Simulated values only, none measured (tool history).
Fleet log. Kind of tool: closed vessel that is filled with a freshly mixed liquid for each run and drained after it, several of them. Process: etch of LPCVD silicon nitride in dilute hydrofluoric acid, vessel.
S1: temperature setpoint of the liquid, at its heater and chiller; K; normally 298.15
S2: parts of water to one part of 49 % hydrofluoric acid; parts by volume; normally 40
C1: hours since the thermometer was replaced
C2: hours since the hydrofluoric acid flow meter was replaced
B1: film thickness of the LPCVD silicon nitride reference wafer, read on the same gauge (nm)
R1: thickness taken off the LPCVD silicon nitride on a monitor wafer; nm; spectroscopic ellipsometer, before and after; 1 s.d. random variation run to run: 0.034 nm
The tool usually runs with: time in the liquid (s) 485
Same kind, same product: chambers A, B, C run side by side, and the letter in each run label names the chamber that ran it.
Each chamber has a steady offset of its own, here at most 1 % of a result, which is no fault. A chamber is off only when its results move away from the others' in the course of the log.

run 1A hour=13.5 | S1=298.15 S2=40 time_in_the_liquid_(s)=485 | C1=812.9 C2=233.9 | B1=30.028 | R1=6.5782
run 2B hour=23.4 | S1=298.15 S2=40 time_in_the_liquid_(s)=485 | C1=558.5 C2=1674.6 | B1=29.960 | R1=6.5478
run 3C hour=37.3 | S1=298.15 S2=40 time_in_the_liquid_(s)=485 | C1=1986.0 C2=1245.1 | B1=30.059 | R1=6.6040
run 4C hour=48.3 | S1=298.15 S2=40 time_in_the_liquid_(s)=485 | C1=1997.0 C2=1256.1 | B1=30.025 | R1=6.5783
run 5B hour=61.7 | S1=298.15 S2=40 time_in_the_liquid_(s)=485 | C1=596.8 C2=1712.9 | B1=30.022 | R1=6.5843
run 6A hour=73.6 | S1=298.15 S2=40 time_in_the_liquid_(s)=485 | C1=873.0 C2=294.0 | B1=29.995 | R1=6.4761
-- hour=79.1 chamber C: hydrofluoric acid flow meter replaced
run 7A hour=85.9 | S1=298.15 S2=40 time_in_the_liquid_(s)=485 | C1=885.3 C2=306.3 | B1=30.003 | R1=6.5456
run 8C hour=96.0 | S1=296.15 S2=40 time_in_the_liquid_(s)=485 | C1=2044.7 C2=17.0 | B1=29.995 | R1=5.7276
run 9B hour=108.0 | S1=296.15 S2=40 time_in_the_liquid_(s)=485 | C1=643.1 C2=1759.2 | B1=30.016 | R1=5.7342
run 10B hour=117.3 | S1=296.15 S2=40 time_in_the_liquid_(s)=485 | C1=652.4 C2=1768.5 | B1=29.972 | R1=5.7564
run 11C hour=132.2 | S1=298.15 S2=40 time_in_the_liquid_(s)=485 | C1=2080.9 C2=53.2 | B1=29.994 | R1=6.5742
run 12A hour=144.6 | S1=298.15 S2=40 time_in_the_liquid_(s)=485 | C1=944.0 C2=365.0 | B1=30.005 | R1=6.5371
run 13B hour=152.9 | S1=298.15 S2=40 time_in_the_liquid_(s)=485 | C1=688.0 C2=1804.1 | B1=29.988 | R1=6.5847
run 14A hour=168.7 | S1=298.15 S2=40 time_in_the_liquid_(s)=485 | C1=968.1 C2=389.1 | B1=30.036 | R1=6.5362
run 15C hour=183.9 | S1=298.15 S2=40 time_in_the_liquid_(s)=485 | C1=2132.6 C2=104.9 | B1=29.984 | R1=6.6037
run 16C hour=193.4 | S1=298.15 S2=40 time_in_the_liquid_(s)=485 | C1=2142.1 C2=114.4 | B1=30.017 | R1=6.6264
run 17A hour=203.2 | S1=298.15 S2=40 time_in_the_liquid_(s)=485 | C1=1002.6 C2=423.6 | B1=29.972 | R1=6.6166
run 18B hour=213.0 | S1=298.15 S2=40 time_in_the_liquid_(s)=485 | C1=748.1 C2=1864.2 | B1=29.992 | R1=6.5779
run 19B hour=220.3 | S1=298.15 S2=40 time_in_the_liquid_(s)=485 | C1=755.4 C2=1871.5 | B1=29.991 | R1=6.6007
run 20C hour=227.6 | S1=298.15 S2=40 time_in_the_liquid_(s)=485 | C1=2176.3 C2=148.6 | B1=30.017 | R1=6.5455
run 21A hour=238.9 | S1=298.15 S2=40 time_in_the_liquid_(s)=485 | C1=1038.3 C2=459.3 | B1=30.043 | R1=6.5981
run 22A hour=245.9 | S1=299.65 S2=40 time_in_the_liquid_(s)=360 | C1=1045.3 C2=466.3 | B1=29.982 | R1=5.5012
run 23B hour=253.2 | S1=299.65 S2=40 time_in_the_liquid_(s)=360 | C1=788.3 C2=1904.4 | B1=29.999 | R1=5.3855
-- hour=256.5 chamber B: hydrofluoric acid flow meter replaced
run 24C hour=261.2 | S1=299.65 S2=40 time_in_the_liquid_(s)=360 | C1=2209.9 C2=182.2 | B1=30.059 | R1=5.3830
run 25A hour=274.8 | S1=298.15 S2=40 time_in_the_liquid_(s)=485 | C1=1074.2 C2=495.2 | B1=30.053 | R1=6.6778
run 26B hour=286.2 | S1=298.15 S2=40 time_in_the_liquid_(s)=485 | C1=821.3 C2=29.7 | B1=29.997 | R1=6.6272
run 27C hour=298.0 | S1=298.15 S2=25 time_in_the_liquid_(s)=760 | C1=2246.7 C2=219.0 | B1=30.003 | R1=16.2870
run 28A hour=307.9 | S1=298.15 S2=25 time_in_the_liquid_(s)=760 | C1=1107.3 C2=528.3 | B1=29.984 | R1=16.9300
run 29B hour=316.1 | S1=298.15 S2=25 time_in_the_liquid_(s)=760 | C1=851.2 C2=59.6 | B1=30.042 | R1=16.1900
run 30C hour=330.2 | S1=298.15 S2=40 time_in_the_liquid_(s)=485 | C1=2278.9 C2=251.2 | B1=29.926 | R1=6.5513
run 31A hour=338.3 | S1=298.15 S2=40 time_in_the_liquid_(s)=485 | C1=1137.7 C2=558.7 | B1=29.994 | R1=6.8276
run 32B hour=349.4 | S1=298.15 S2=40 time_in_the_liquid_(s)=485 | C1=884.5 C2=92.9 | B1=29.996 | R1=6.5974
run 33C hour=357.9 | S1=298.15 S2=40 time_in_the_liquid_(s)=485 | C1=2306.6 C2=278.9 | B1=30.056 | R1=6.5348
run 34C hour=365.7 | S1=298.15 S2=40 time_in_the_liquid_(s)=485 | C1=2314.4 C2=286.7 | B1=29.975 | R1=6.5581

For the next run the whole fleet of 3 chambers uses the same settings. Give each chamber's results:
run 35A hour=377.1 | S1=298.15 S2=40 time_in_the_liquid_(s)=360 | R1=?
run 35B hour=377.1 | S1=298.15 S2=40 time_in_the_liquid_(s)=360 | R1=?
run 35C hour=377.1 | S1=298.15 S2=40 time_in_the_liquid_(s)=360 | R1=?

run=35A R1=5.0995
run=35B R1=4.9284
run=35C R1=4.8380
